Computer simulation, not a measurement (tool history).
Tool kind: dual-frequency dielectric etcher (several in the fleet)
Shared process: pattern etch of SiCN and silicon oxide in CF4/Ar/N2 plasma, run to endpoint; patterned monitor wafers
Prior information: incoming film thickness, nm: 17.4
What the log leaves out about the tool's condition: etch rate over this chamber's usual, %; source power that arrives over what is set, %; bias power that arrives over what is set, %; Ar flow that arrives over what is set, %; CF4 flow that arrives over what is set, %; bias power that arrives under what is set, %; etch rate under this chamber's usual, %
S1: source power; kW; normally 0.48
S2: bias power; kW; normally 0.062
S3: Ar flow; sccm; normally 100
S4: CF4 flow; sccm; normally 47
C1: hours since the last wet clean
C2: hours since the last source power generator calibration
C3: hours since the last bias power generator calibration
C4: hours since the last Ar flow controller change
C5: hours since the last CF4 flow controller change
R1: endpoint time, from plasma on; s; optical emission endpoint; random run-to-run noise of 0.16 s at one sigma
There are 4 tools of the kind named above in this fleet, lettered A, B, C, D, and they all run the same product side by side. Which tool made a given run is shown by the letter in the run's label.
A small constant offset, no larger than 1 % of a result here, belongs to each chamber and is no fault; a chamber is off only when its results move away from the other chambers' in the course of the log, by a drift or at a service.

run	hour	S1	S2	S3	S4	C1	C2	C3	C4	C5	R1
1A	6.3	0.48	0.062	100	47	153.8	640.2	2542.1	3349.4	3731.9	21.432
2D	11.6	0.48	0.062	100	47	65.7	1746.2	470.3	4746.9	3218.9	21.33
3B	16.1	0.48	0.062	100	47	75	3005.4	2592.4	2517.4	2872.1	21.222
4C	22.2	0.48	0.062	100	47	197.5	1220.4	3015.2	390.6	674.2	21.754
5A	28.1	0.54	0.062	100	47	175.6	662	2563.9	3371.2	3753.7	19.515
6B	31.8	0.54	0.062	100	47	90.7	3021.1	2608.1	2533.1	2887.8	19.238
7C	34.9	0.54	0.062	100	47	210.2	1233.1	3027.9	403.3	686.9	19.115
8D	40.7	0.54	0.062	100	47	94.8	1775.3	499.4	4776	3248	19.257
9C	46.8	0.48	0.062	100	47	222.1	1245	3039.8	415.2	698.8	21.495
10A	49.9	0.48	0.062	85	47	197.4	683.8	2585.7	3393	3775.5	20.829
11D	53.4	0.48	0.062	85	47	107.5	1788	512.1	4788.7	3260.7	20.699
12B	58.7	0.48	0.062	85	47	117.6	3048	2635	2560	2914.7	20.867
13C	61.8	0.48	0.062	85	47	237.1	1260	3054.8	430.2	713.8	20.958
14D	68	0.48	0.062	100	47	122.1	1802.6	526.7	4803.3	3275.3	21.252
15A	73.7	0.48	0.062	100	47	221.2	707.6	2609.5	3416.8	3799.3	21.578
16B	78.2	0.48	0.062	100	47	137.1	3067.5	2654.5	2579.5	2934.2	21.485
17A	82.2	0.48	0.062	100	47	229.7	716.1	2618	3425.3	3807.8	21.207
18D	86.6	0.48	0.062	100	47	140.7	1821.2	545.3	4821.9	3293.9	21.521
19C	91.9	0.48	0.062	100	47	267.2	1290.1	3084.9	460.3	743.9	21.61
20B	96	0.48	0.062	100	47	154.9	3085.3	2672.3	2597.3	2952	21.165
21C	101	0.48	0.062	100	47	276.3	1299.2	3094	469.4	753	21.611
22A	104.5	0.48	0.062	100	47	252	738.4	2640.3	3447.6	3830.1	21.218
23D	107.4	0.48	0.062	100	47	161.5	1842	566.1	4842.7	3314.7	21.362
24B	112.2	0.48	0.072	100	47	171.1	3101.5	2688.5	2613.5	2968.2	20.184
25C	118.2	0.48	0.072	100	47	293.5	1316.4	3111.2	486.6	770.2	20.585
26A	121.6	0.48	0.072	100	47	269.1	755.5	2657.4	3464.7	3847.2	20.214
27B	127.3	0.48	0.072	100	47	186.2	3116.6	2703.6	2628.6	2983.3	20.208
28D	133.9	0.48	0.062	100	55	188	1868.5	592.6	4869.2	3341.2	20.728
29D	140.1	0.48	0.062	100	55	194.2	1874.7	598.8	4875.4	3347.4	20.55
30C	143.8	0.48	0.062	100	55	319.1	1342	3136.8	512.2	795.8	20.929
31A	149.6	0.48	0.062	100	55	297.1	783.5	2685.4	3492.7	3875.2	20.742
32B	154.4	0.48	0.062	100	47	213.3	3143.7	2730.7	2655.7	3010.4	21.242
33D	158	0.48	0.062	100	47	212.1	1892.6	616.7	4893.3	3365.3	21.301
34C	162	0.48	0.062	100	47	337.3	1360.2	3155	530.4	814	21.463
35A	167.8	0.48	0.062	100	47	315.3	801.7	2703.6	3510.9	3893.4	21.56
36B	173.2	0.48	0.062	100	47	232.1	3162.5	2749.5	2674.5	3029.2	21.005
37C	178	0.48	0.062	100	47	353.3	1376.2	3171	546.4	830	21.61
38A	183.8	0.58	0.062	78	47	331.3	817.7	2719.6	3526.9	3909.4	17.502

The same settings go to every chamber for the next run, one line per chamber below. Forecast the results for each:
39A	188.5	0.48	0.062	100	47						?
39B	188.5	0.48	0.062	100	47						?
39C	188.5	0.48	0.062	100	47						?
39D	188.5	0.48	0.062	100	47						?

run	R1
39A	21.527
39B	21.292
39C	21.358
39D	21.287
